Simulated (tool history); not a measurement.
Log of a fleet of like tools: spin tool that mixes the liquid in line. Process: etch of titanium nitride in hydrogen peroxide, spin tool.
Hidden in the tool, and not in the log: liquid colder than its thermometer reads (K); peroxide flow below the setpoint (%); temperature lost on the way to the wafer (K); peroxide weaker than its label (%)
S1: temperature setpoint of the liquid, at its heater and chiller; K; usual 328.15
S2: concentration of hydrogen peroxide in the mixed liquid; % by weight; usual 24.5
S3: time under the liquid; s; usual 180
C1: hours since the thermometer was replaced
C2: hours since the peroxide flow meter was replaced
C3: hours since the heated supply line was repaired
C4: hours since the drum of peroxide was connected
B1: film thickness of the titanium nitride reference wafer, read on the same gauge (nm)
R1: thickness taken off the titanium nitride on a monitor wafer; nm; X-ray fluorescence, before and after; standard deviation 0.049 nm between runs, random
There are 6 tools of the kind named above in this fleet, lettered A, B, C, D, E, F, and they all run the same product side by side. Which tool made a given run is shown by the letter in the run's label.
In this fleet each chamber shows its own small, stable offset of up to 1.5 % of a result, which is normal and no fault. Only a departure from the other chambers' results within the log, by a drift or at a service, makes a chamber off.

Run 1C, hour 11.0: usual settings; C1 487.0; C2 158.0; C3 537.1; C4 646.6; B1 30.028. Result: R1 7.4694 nm.
Run 2D, hour 16.6: usual settings; C1 1625.9; C2 1779.6; C3 1857.3; C4 662.4; B1 30.004. Result: R1 7.4413 nm.
Run 3F, hour 23.7: usual settings; C1 1026.9; C2 349.7; C3 2630.2; C4 1174.8; B1 29.994. Result: R1 7.3391 nm.
Run 4B, hour 33.8: usual settings; C1 980.0; C2 397.4; C3 2010.9; C4 112.0; B1 29.982. Result: R1 7.4226 nm.
Run 5E, hour 41.0: usual settings; C1 541.7; C2 1252.7; C3 296.3; C4 104.6; B1 30.031. Result: R1 7.4566 nm.
Run 6A, hour 47.5: usual settings; C1 761.0; C2 1886.7; C3 2945.6; C4 185.7; B1 29.969. Result: R1 7.4530 nm.
Run 7D, hour 56.0: usual settings; C1 1665.3; C2 1819.0; C3 1896.7; C4 701.8; B1 30.010. Result: R1 7.4760 nm.
Run 8E, hour 64.1: usual settings; C1 564.8; C2 1275.8; C3 319.4; C4 127.7; B1 29.940. Result: R1 7.5174 nm.
At hour 72.2: chamber B: peroxide flow meter replaced.
Run 9C, hour 74.5: usual settings; C1 550.5; C2 221.5; C3 600.6; C4 710.1; B1 30.039. Result: R1 7.4878 nm.
Run 10B, hour 82.7: usual settings; C1 1028.9; C2 10.5; C3 2059.8; C4 160.9; B1 29.986. Result: R1 7.4621 nm.
Run 11F, hour 92.8: usual settings; C1 1096.0; C2 418.8; C3 2699.3; C4 1243.9; B1 30.011. Result: R1 7.4948 nm.
Run 12A, hour 103.7: usual settings; C1 817.2; C2 1942.9; C3 3001.8; C4 241.9; B1 30.005. Result: R1 7.5442 nm.
Run 13F, hour 108.8: usual settings; C1 1112.0; C2 434.8; C3 2715.3; C4 1259.9; B1 30.018. Result: R1 7.3903 nm.
Run 14D, hour 113.7: usual settings but S2 28.0 % by weight, S3 240 s; C1 1723.0; C2 1876.7; C3 1954.4; C4 759.5; B1 29.935. Result: R1 10.3140 nm.
Run 15B, hour 121.1: usual settings but S2 28.0 % by weight, S3 240 s; C1 1067.3; C2 48.9; C3 2098.2; C4 199.3; B1 30.018. Result: R1 10.1260 nm.
Run 16A, hour 126.1: usual settings but S2 28.0 % by weight, S3 240 s; C1 839.6; C2 1965.3; C3 3024.2; C4 264.3; B1 29.986. Result: R1 10.3860 nm.
At hour 128.8: chamber A: heated supply line repaired.
Run 17E, hour 136.7: usual settings but S2 28.0 % by weight, S3 240 s; C1 637.4; C2 1348.4; C3 392.0; C4 200.3; B1 30.015. Result: R1 10.4420 nm.
Run 18C, hour 143.4: usual settings but S2 28.0 % by weight, S3 240 s; C1 619.4; C2 290.4; C3 669.5; C4 779.0; B1 30.050. Result: R1 10.3710 nm.
Run 19D, hour 152.6: usual settings but S2 28.0 % by weight, S3 240 s; C1 1761.9; C2 1915.6; C3 1993.3; C4 798.4; B1 30.028. Result: R1 10.1900 nm.
Run 20F, hour 160.7: usual settings; C1 1163.9; C2 486.7; C3 2767.2; C4 1311.8; B1 30.024. Result: R1 7.4876 nm.
Run 21E, hour 171.4: usual settings but S2 29.0 % by weight, S3 130 s; C1 672.1; C2 1383.1; C3 426.7; C4 235.0; B1 29.993. Result: R1 5.6473 nm.
Run 22A, hour 178.9: usual settings but S2 29.0 % by weight, S3 130 s; C1 892.4; C2 2018.1; C3 50.1; C4 317.1; B1 29.994. Result: R1 5.5443 nm.
At hour 181.6: chamber D: new drum of peroxide connected.
Run 23C, hour 185.6: usual settings but S2 29.0 % by weight, S3 130 s; C1 661.6; C2 332.6; C3 711.7; C4 821.2; B1 29.981. Result: R1 5.7354 nm.
Run 24B, hour 190.8: usual settings but S2 29.0 % by weight, S3 130 s; C1 1137.0; C2 118.6; C3 2167.9; C4 269.0; B1 30.011. Result: R1 5.5407 nm.
At hour 191.6: chamber F: new drum of peroxide connected.
Run 25C, hour 196.5: usual settings but S2 29.0 % by weight, S3 130 s; C1 672.5; C2 343.5; C3 722.6; C4 832.1; B1 29.993. Result: R1 5.5897 nm.
At hour 199.6: chamber A: peroxide flow meter replaced.
At hour 204.7: chamber F: thermometer replaced.
Run 26B, hour 205.8: usual settings but S2 29.0 % by weight, S3 130 s; C1 1152.0; C2 133.6; C3 2182.9; C4 284.0; B1 29.979. Result: R1 5.5315 nm.
Run 27E, hour 211.5: usual settings but S1 336.15 K, S2 29.5 % by weight; C1 712.2; C2 1423.2; C3 466.8; C4 275.1; B1 29.986. Result: R1 13.3230 nm.
Run 28F, hour 221.4: usual settings but S1 336.15 K, S2 29.5 % by weight; C1 16.8; C2 547.4; C3 2827.9; C4 29.8; B1 29.931. Result: R1 13.5480 nm.
Run 29D, hour 232.3: usual settings but S1 336.15 K, S2 29.5 % by weight; C1 1841.6; C2 1995.3; C3 2073.0; C4 50.7; B1 29.997. Result: R1 13.3950 nm.
Run 30A, hour 242.1: usual settings but S1 336.15 K, S2 29.5 % by weight; C1 955.6; C2 42.5; C3 113.3; C4 380.3; B1 29.988. Result: R1 13.5750 nm.
Run 31A, hour 251.7: usual settings but S1 336.15 K, S2 29.5 % by weight; C1 965.2; C2 52.1; C3 122.9; C4 389.9; B1 29.988. Result: R1 13.3650 nm.
Run 32F, hour 256.7: usual settings but S1 336.15 K, S2 29.5 % by weight; C1 52.1; C2 582.7; C3 2863.2; C4 65.1; B1 30.014. Result: R1 13.4060 nm.
At hour 258.4: chamber D: heated supply line repaired.
Run 33E, hour 265.4: usual settings; C1 766.1; C2 1477.1; C3 520.7; C4 329.0; B1 30.021. Result: R1 7.5210 nm.
Run 34D, hour 273.6: usual settings; C1 1882.9; C2 2036.6; C3 15.3; C4 92.0; B1 30.001. Result: R1 7.5212 nm.
Run 35B, hour 278.7: usual settings; C1 1224.9; C2 206.5; C3 2255.8; C4 356.9; B1 30.005. Result: R1 7.3967 nm.
Run 36C, hour 287.7: usual settings; C1 763.7; C2 434.7; C3 813.8; C4 923.3; B1 29.948. Result: R1 7.4533 nm.

Each of the 6 chambers runs these same settings next. Fill in every chamber's results:
Run 37A, hour 295.6: usual settings but S2 20.5 % by weight. Result: R1 ?.
Run 37B, hour 295.6: usual settings but S2 20.5 % by weight. Result: R1 ?.
Run 37C, hour 295.6: usual settings but S2 20.5 % by weight. Result: R1 ?.
Run 37D, hour 295.6: usual settings but S2 20.5 % by weight. Result: R1 ?.
Run 37E, hour 295.6: usual settings but S2 20.5 % by weight. Result: R1 ?.
Run 37F, hour 295.6: usual settings but S2 20.5 % by weight. Result: R1 ?.

run      R1
37A  7.1821
37B  7.0601
37C  7.2437
37D  7.2321
37E  7.2560
37F  7.2612
